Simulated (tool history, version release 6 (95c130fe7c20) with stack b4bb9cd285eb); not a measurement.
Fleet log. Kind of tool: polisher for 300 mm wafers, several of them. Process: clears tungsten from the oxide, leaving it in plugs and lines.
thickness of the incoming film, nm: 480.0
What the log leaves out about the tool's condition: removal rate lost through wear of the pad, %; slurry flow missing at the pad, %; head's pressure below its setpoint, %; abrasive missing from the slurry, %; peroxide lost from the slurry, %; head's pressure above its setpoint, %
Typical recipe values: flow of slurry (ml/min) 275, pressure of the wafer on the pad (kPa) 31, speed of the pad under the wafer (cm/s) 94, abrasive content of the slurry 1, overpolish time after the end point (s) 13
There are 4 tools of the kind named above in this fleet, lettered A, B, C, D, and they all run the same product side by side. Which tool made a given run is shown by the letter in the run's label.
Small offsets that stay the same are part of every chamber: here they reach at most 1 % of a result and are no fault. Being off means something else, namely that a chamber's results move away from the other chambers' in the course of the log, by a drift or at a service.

run   hour  flow of slurry (ml/min)  pressure of the wafer on the pad (kPa)  speed of the pad under the wafer (cm/s)  abrasive content of the slurry  overpolish time after the end point (s)  wafers polished on this pad  hours since the slurry nozzle was cleaned  hours since the head pressure was calibrated  hours since the slurry blender was calibrated  hours since the slurry got fresh peroxide  time until the end point was called (s)
       2.7  -- chamber A: worn pad replaced by a new one
 1B    5.4                      275                                      31                                       94                               1                                       13                          668                                      657.1                                          1388                                          476.4                                       98.7                                   92.417
       9.1  -- chamber D: slurry blender recalibrated
 2D    9.4                      275                                      31                                       94                               1                                       13                          237                                      269.8                                         248.2                                            0.4                                       90.6                                   91.021
      11.4  -- chamber A: slurry tank refilled with fresh slurry and peroxide
 3C   14.2                      275                                      31                                       94                               1                                       13                          311                                       71.2                                         389.5                                          378.5                                         39                                   91.345
 4A   19.1                      275                                      31                                       94                               1                                       13                          177                                      271.4                                         753.9                                           89.6                                        7.7                                   93.813
 5D   22.8                      275                                      31                                       94                               1                                       13                          381                                      283.2                                         261.6                                           13.8                                        104                                   89.205
      27.6  -- chamber B: worn pad replaced by a new one
 6B   29.8                      275                                      31                                       94                               1                                       13                           24                                      681.5                                        1412.4                                          500.8                                      123.1                                   93.054
 7A   35.7                      275                                      31                                       94                               1                                       13                          357                                        288                                         770.5                                          106.2                                       24.3                                   93.411
      37.1  -- chamber D: slurry tank refilled with fresh slurry and peroxide
      37.6  -- chamber C: slurry tank refilled with fresh slurry and peroxide
 8C   41.2                      200                                      31                                       94                             0.8                                       13                          602                                       98.2                                         416.5                                          405.5                                        3.6                                   100.64
      41.9  -- chamber B: slurry blender recalibrated
      44.9  -- chamber C: slurry blender recalibrated
 9A   44.9                      200                                      31                                       94                             0.8                                       13                          456                                      297.2                                         779.7                                          115.4                                       33.5                                   99.188
10C   51.6                      200                                      31                                       94                             0.8                                       13                          715                                      108.6                                         426.9                                            6.7                                         14                                   101.92
11D   58.4                      200                                      31                                       94                             0.8                                       13                          766                                      318.8                                         297.2                                           49.4                                       21.3                                   97.031
12B   61.8                      275                                      31                                       94                               1                                       13                          369                                      713.5                                        1444.4                                           19.9                                      155.1                                   90.159
      65.1  -- chamber B: head pressure recalibrated
13D   67.9                      275                                      31                                       94                               1                                       13                          869                                      328.3                                         306.7                                           58.9                                       30.8                                   91.635
        69  -- chamber A: worn pad replaced by a new one
14A   72.6                      275                                      31                                       94                               1                                       13                           39                                      324.9                                         807.4                                          143.1                                       61.2                                   93.101
15C   76.1                      275                                      31                                       94                               1                                       13                          979                                      133.1                                         451.4                                           31.2                                       38.5                                   94.061
      77.7  -- chamber C: worn pad replaced by a new one
16B   79.3                      275                                      31                                       94                               1                                       13                          558                                        731                                          14.2                                           37.4                                      172.6                                   90.639
17C   82.7                      275                                      31                                       94                               1                                       13                           54                                      139.7                                           458                                           37.8                                       45.1                                   92.694
18D   86.6                      275                                      31                                       94                               1                                       13                         1070                                        347                                         325.4                                           77.6                                       49.5                                   89.648
19A   90.3                      275                                      31                                       94                            1.15                                        8                          231                                      342.6                                         825.1                                          160.8                                       78.9                                   89.787
20B   94.5                      275                                      31                                       94                            1.15                                        8                          722                                      746.2                                          29.4                                           52.6                                      187.8                                   88.982
      96.9  -- chamber B: slurry tank refilled with fresh slurry and peroxide
21B  101.7                      275                                      31                                       94                            1.15                                        8                          800                                      753.4                                          36.6                                           59.8                                        4.8                                   87.088
     101.9  -- chamber C: slurry tank refilled with fresh slurry and peroxide
22A  108.6                      275                                      31                                       94                            1.15                                        8                          428                                      360.9                                         843.4                                          179.1                                       97.2                                   87.276
23C  114.4                      275                                      31                                       94                               1                                       13                          396                                      171.4                                         489.7                                           69.5                                       12.6                                    90.28
     114.7  -- chamber D: worn pad replaced by a new one
24D  117.5                      275                                      31                                       94                               1                                       13                           30                                      377.9                                         356.3                                          108.5                                       80.4                                   92.673
     117.8  -- chamber A: slurry tank refilled with fresh slurry and peroxide
25C    124                      275                                      31                                       94                               1                                       13                          500                                        181                                         499.3                                           79.1                                       22.2                                   92.156
26A  129.5                      275                                      31                                       94                               1                                       13                          654                                      381.8                                         864.3                                            200                                       11.7                                    89.82
     131.1  -- chamber B: worn pad replaced by a new one
27D  134.1                      275                                      31                                       94                               1                                       13                          209                                      394.5                                         372.9                                          125.1                                         97                                   92.216
28B  139.9                      275                                      31                                       94                               1                                       13                           96                                      791.6                                          74.8                                             98                                         43                                   91.711
29C  144.5                      275                                      31                                       94                               1                                       13                          721                                      201.5                                         519.8                                           99.6                                       42.7                                   91.796

For the next run the whole fleet of 4 chambers uses the same settings. Give each chamber's results:
30A  149.7                      275                                      31                                       94                             1.2                                       13                                                                                                                                                                                                                                                        ?
30B  149.7                      275                                      31                                       94                             1.2                                       13                                                                                                                                                                                                                                                        ?
30C  149.7                      275                                      31                                       94                             1.2                                       13                                                                                                                                                                                                                                                        ?
30D  149.7                      275                                      31                                       94                             1.2                                       13                                                                                                                                                                                                                                                        ?

run  time until the end point was called (s)
30A                                   86.122
30B                                   88.258
30C                                     89.9
30D                                   89.743

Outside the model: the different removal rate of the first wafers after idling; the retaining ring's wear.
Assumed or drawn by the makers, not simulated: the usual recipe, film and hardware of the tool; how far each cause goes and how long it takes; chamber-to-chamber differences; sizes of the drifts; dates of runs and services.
